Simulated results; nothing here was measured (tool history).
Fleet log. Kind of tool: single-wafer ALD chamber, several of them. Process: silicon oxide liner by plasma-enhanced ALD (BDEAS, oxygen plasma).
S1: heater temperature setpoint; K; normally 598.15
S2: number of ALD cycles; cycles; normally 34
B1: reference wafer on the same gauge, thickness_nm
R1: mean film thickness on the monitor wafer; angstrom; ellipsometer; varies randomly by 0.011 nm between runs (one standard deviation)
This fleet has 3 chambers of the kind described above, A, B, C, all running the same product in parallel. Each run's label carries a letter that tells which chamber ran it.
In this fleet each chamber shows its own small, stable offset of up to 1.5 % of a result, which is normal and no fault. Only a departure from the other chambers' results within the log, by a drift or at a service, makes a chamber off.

run 1C hour=2.5 | S1=598.15 S2=34 | B1=3.5591 | R1=30.463
run 2A hour=4.5 | S1=598.15 S2=34 | B1=3.5577 | R1=30.106
run 3B hour=7.0 | S1=598.15 S2=34 | B1=3.5601 | R1=30.953
run 4C hour=11.1 | S1=598.15 S2=34 | B1=3.5592 | R1=30.487
run 5A hour=13.0 | S1=598.15 S2=36 | B1=3.5571 | R1=32.251
run 6B hour=15.0 | S1=598.15 S2=36 | B1=3.5636 | R1=32.871
run 7A hour=17.1 | S1=598.15 S2=36 | B1=3.5553 | R1=32.126
run 8B hour=20.5 | S1=598.15 S2=34 | B1=3.5598 | R1=30.705
run 9C hour=24.5 | S1=598.15 S2=34 | B1=3.5595 | R1=30.448
run 10A hour=26.7 | S1=598.15 S2=34 | B1=3.5582 | R1=30.337
run 11B hour=30.2 | S1=598.15 S2=34 | B1=3.5630 | R1=31.088
run 12C hour=33.3 | S1=598.15 S2=32 | B1=3.5583 | R1=28.721
run 13B hour=37.1 | S1=598.15 S2=32 | B1=3.5616 | R1=28.886
run 14A hour=40.6 | S1=598.15 S2=32 | B1=3.5588 | R1=28.538
run 15C hour=42.8 | S1=598.15 S2=34 | B1=3.5574 | R1=30.615
run 16B hour=45.6 | S1=598.15 S2=34 | B1=3.5594 | R1=30.786
run 17A hour=48.0 | S1=598.15 S2=34 | B1=3.5575 | R1=30.427
run 18C hour=50.4 | S1=598.15 S2=34 | B1=3.5626 | R1=30.689
run 19C hour=53.2 | S1=598.15 S2=34 | B1=3.5609 | R1=30.504
run 20B hour=55.1 | S1=598.15 S2=41 | B1=3.5606 | R1=37.322
-- hour=57.7 chamber B: thermocouple changed; heater temperature recalibrated
run 21A hour=58.0 | S1=598.15 S2=41 | B1=3.5600 | R1=36.538
run 22B hour=60.5 | S1=598.15 S2=41 | B1=3.5591 | R1=37.028
run 23C hour=63.3 | S1=598.15 S2=34 | B1=3.5566 | R1=30.466
run 24A hour=65.2 | S1=590.15 S2=37 | B1=3.5617 | R1=33.361

All chambers now run identical settings, listed one chamber a line with results as question marks. What results will each chamber show?
run 25A hour=68.2 | S1=586.15 S2=34 | R1=?
run 25B hour=68.2 | S1=586.15 S2=34 | R1=?
run 25C hour=68.2 | S1=586.15 S2=34 | R1=?

run=25A R1=30.837
run=25B R1=31.570
run=25C R1=31.125
